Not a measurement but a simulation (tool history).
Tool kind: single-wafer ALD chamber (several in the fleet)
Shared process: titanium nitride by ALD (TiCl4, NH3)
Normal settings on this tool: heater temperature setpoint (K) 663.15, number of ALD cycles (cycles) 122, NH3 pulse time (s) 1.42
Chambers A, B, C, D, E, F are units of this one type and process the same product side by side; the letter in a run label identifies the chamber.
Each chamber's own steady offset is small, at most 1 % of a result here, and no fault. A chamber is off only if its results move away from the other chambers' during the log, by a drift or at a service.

run,hour,heater temperature setpoint (K),number of ALD cycles (cycles),NH3 pulse time (s),"read-back reference wafer on the same gauge, thickness_nm",mean film thickness on the monitor wafer (Å)
1E,11.5,663.15,122,1.42,2.1701,26.145
2F,23.7,663.15,122,1.42,2.1698,26.136
3C,37.3,663.15,122,1.42,2.1694,26.037
4D,46.7,663.15,122,1.42,2.1679,26.223
5B,60.2,663.15,139,1.01,2.1681,29.312
6A,73.1,663.15,139,1.01,2.1669,29.335
# hour 81.4: chamber C: thermocouple changed; heater temperature recalibrated
7A,85.3,663.15,139,1.01,2.1667,29.327
8D,100.8,663.15,139,1.01,2.1679,29.313
9E,111.0,663.15,139,1.01,2.1655,28.996
10F,124.3,663.15,139,1.01,2.1669,29.143
11C,134.5,663.15,122,1.64,2.1659,26.222
12B,148.7,663.15,122,1.64,2.1661,26.445
13D,159.0,663.15,122,1.64,2.1656,26.364
14F,170.2,663.15,122,1.64,2.1660,26.294
15E,180.6,663.15,122,1.64,2.1636,26.286
16A,192.2,663.15,122,1.64,2.1648,26.519
17B,207.1,663.15,122,1.42,2.1639,26.229
18C,222.6,663.15,122,1.42,2.1637,25.952
19A,238.0,652.15,122,1.75,2.1635,26.270
20B,245.9,652.15,122,1.75,2.1624,26.175
21D,253.7,652.15,122,1.75,2.1621,26.218
22F,264.9,652.15,122,1.75,2.1613,26.083
23C,275.7,652.15,122,1.75,2.1620,25.953
24E,285.6,652.15,122,1.75,2.1613,25.891
25E,295.1,663.15,122,1.42,2.1613,25.997
26A,307.4,663.15,122,1.42,2.1608,26.247
27C,319.5,663.15,122,1.42,2.1612,25.962
28B,327.5,663.15,122,1.42,2.1595,26.161
29F,336.0,663.15,122,1.42,2.1602,26.046
30D,350.4,663.15,122,1.42,2.1599,26.207
31C,364.0,663.15,122,1.42,2.1607,25.916
32D,371.0,663.15,122,1.42,2.1583,26.121
33A,382.9,663.15,122,1.42,2.1584,26.271
34F,397.7,663.15,122,1.42,2.1581,26.055
35E,410.9,663.15,122,1.42,2.1578,25.973
36B,424.2,663.15,122,1.42,2.1583,26.136
37A,432.4,663.15,122,1.42,2.1577,26.147
38D,447.7,663.15,122,1.42,2.1564,26.050
39F,457.0,678.15,122,1.42,2.1577,26.514
40E,468.5,678.15,122,1.42,2.1564,26.291
41C,478.8,678.15,122,1.42,2.1566,26.240
42B,490.3,678.15,122,1.42,2.1566,26.478
43D,506.0,678.15,122,1.42,2.1549,26.433

Which is it: a chamber that has drifted or been left off by a service, a gauge drift common to all chambers, or only each chamber's usual small offset? If a chamber is off, name it and its likeliest cause.

Gauge drift. The chambers move together only on paper, and none stands off.
What lies behind it: gauge reads low (%) = 0.685.
